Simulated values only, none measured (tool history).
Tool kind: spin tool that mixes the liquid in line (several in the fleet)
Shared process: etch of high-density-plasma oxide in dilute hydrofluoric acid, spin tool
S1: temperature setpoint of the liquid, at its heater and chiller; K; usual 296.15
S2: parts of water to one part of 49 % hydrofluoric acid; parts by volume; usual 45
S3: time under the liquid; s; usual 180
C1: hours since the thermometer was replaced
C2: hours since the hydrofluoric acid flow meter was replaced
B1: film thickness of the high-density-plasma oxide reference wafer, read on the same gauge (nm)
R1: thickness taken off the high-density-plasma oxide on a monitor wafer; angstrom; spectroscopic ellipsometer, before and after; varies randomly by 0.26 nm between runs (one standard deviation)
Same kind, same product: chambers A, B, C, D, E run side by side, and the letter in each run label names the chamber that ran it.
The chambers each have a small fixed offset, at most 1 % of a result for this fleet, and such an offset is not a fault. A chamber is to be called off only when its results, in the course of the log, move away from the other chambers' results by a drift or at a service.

| run | day | S1 | S2 | S3 | C1 | C2 | B1 | R1 |
|---|---|---|---|---|---|---|---|---|
|  | 0.183 | chamber E: thermometer replaced |
| 1C | 0.596 | 296.15 | 45 | 180 | 856.8 | 403.6 | 70.014 | 387.36 |
| 2D | 1.008 | 296.15 | 45 | 180 | 2158.9 | 817.8 | 69.986 | 382.71 |
| 3B | 1.654 | 296.15 | 45 | 180 | 712.4 | 1633.7 | 69.996 | 389.46 |
| 4A | 2.033 | 296.15 | 45 | 180 | 1974.4 | 415.3 | 70.036 | 387.03 |
| 5E | 2.45 | 296.15 | 45 | 180 | 54.5 | 492.3 | 69.993 | 392.4 |
| 6D | 2.85 | 296.15 | 45 | 90 | 2203.1 | 862 | 70.034 | 191.42 |
| 7B | 3.325 | 296.15 | 45 | 90 | 752.5 | 1673.8 | 70.021 | 195.66 |
| 8A | 3.733 | 296.15 | 45 | 90 | 2015.2 | 456.1 | 70.015 | 194.92 |
| 9C | 4.304 | 296.15 | 45 | 90 | 945.8 | 492.6 | 70.008 | 194.18 |
| 10E | 4.779 | 296.15 | 45 | 90 | 110.4 | 548.2 | 69.988 | 197.11 |
| 11B | 5.267 | 296.15 | 35 | 215 | 799.1 | 1720.4 | 69.997 | 613.89 |
| 12C | 5.875 | 296.15 | 35 | 215 | 983.5 | 530.3 | 69.972 | 609.02 |
| 13D | 6.329 | 296.15 | 35 | 215 | 2286.6 | 945.5 | 69.978 | 596.9 |
| 14A | 6.712 | 296.15 | 35 | 215 | 2086.7 | 527.6 | 69.999 | 599.22 |
| 15E | 7.125 | 296.15 | 35 | 215 | 166.7 | 604.5 | 69.995 | 610.32 |
|  | 7.496 | chamber E: hydrofluoric acid flow meter replaced |
| 16A | 7.692 | 296.15 | 45 | 180 | 2110.2 | 551.1 | 70.015 | 391.44 |
| 17B | 8.079 | 296.15 | 40 | 180 | 866.6 | 1787.9 | 70.014 | 440.06 |
| 18D | 8.667 | 296.15 | 40 | 180 | 2342.7 | 1001.6 | 70.016 | 435.22 |
| 19C | 9.154 | 296.15 | 40 | 180 | 1062.2 | 609 | 69.996 | 444.9 |
| 20E | 9.683 | 296.15 | 40 | 180 | 228.1 | 52.6 | 70.028 | 444.32 |
| 21B | 10.025 | 296.15 | 40 | 180 | 913.3 | 1834.6 | 69.995 | 445.84 |
| 22D | 10.404 | 296.15 | 45 | 180 | 2384.4 | 1043.3 | 70 | 383.11 |
| 23C | 11.05 | 296.15 | 45 | 180 | 1107.7 | 654.5 | 69.984 | 401.34 |
| 24E | 11.546 | 296.15 | 45 | 180 | 272.8 | 97.3 | 69.979 | 390.86 |
| 25A | 12.088 | 296.15 | 45 | 180 | 2215.7 | 656.6 | 69.999 | 388.38 |
| 26A | 12.558 | 296.15 | 45 | 180 | 2227 | 667.9 | 69.996 | 385.47 |
| 27D | 13.008 | 296.15 | 45 | 180 | 2446.9 | 1105.8 | 70.008 | 385.32 |
| 28C | 13.296 | 296.15 | 45 | 180 | 1161.6 | 708.4 | 70.017 | 405.44 |
| 29B | 13.642 | 296.15 | 45 | 180 | 1000.1 | 1921.4 | 70.016 | 389.95 |
| 30E | 14.175 | 296.15 | 45 | 180 | 335.9 | 160.4 | 70.037 | 390.58 |
| 31C | 14.708 | 296.15 | 45 | 180 | 1195.5 | 742.3 | 70.013 | 408.3 |
| 32A | 15.171 | 296.15 | 45 | 180 | 2289.7 | 730.6 | 70.019 | 390.7 |
| 33E | 15.704 | 296.15 | 45 | 180 | 372.6 | 197.1 | 70.003 | 393.96 |
| 34D | 16.225 | 296.15 | 45 | 180 | 2524.1 | 1183 | 70.036 | 389.25 |
|  | 16.542 | chamber B: hydrofluoric acid flow meter replaced |
| 35B | 16.75 | 292.65 | 45 | 180 | 1074.7 | 5.1 | 70.014 | 339.36 |
| 36A | 17.158 | 292.65 | 45 | 180 | 2337.4 | 778.3 | 70.005 | 337.75 |
| 37E | 17.75 | 292.65 | 45 | 180 | 421.7 | 246.2 | 69.993 | 336.36 |
| 38B | 18.196 | 292.65 | 45 | 180 | 1109.4 | 39.8 | 69.993 | 332.21 |
| 39D | 18.558 | 292.65 | 45 | 180 | 2580.1 | 1239 | 70.005 | 329.19 |

For the next run the whole fleet of 5 chambers uses the same settings. Give each chamber's results:
| 40A | 19.021 | 296.15 | 45 | 180 |  |  |  | ? |
| 40B | 19.021 | 296.15 | 45 | 180 |  |  |  | ? |
| 40C | 19.021 | 296.15 | 45 | 180 |  |  |  | ? |
| 40D | 19.021 | 296.15 | 45 | 180 |  |  |  | ? |
| 40E | 19.021 | 296.15 | 45 | 180 |  |  |  | ? |

| run | R1 |
|---|---|
| 40A | 390.55 |
| 40B | 388.76 |
| 40C | 420.57 |
| 40D | 381.95 |
| 40E | 386.87 |
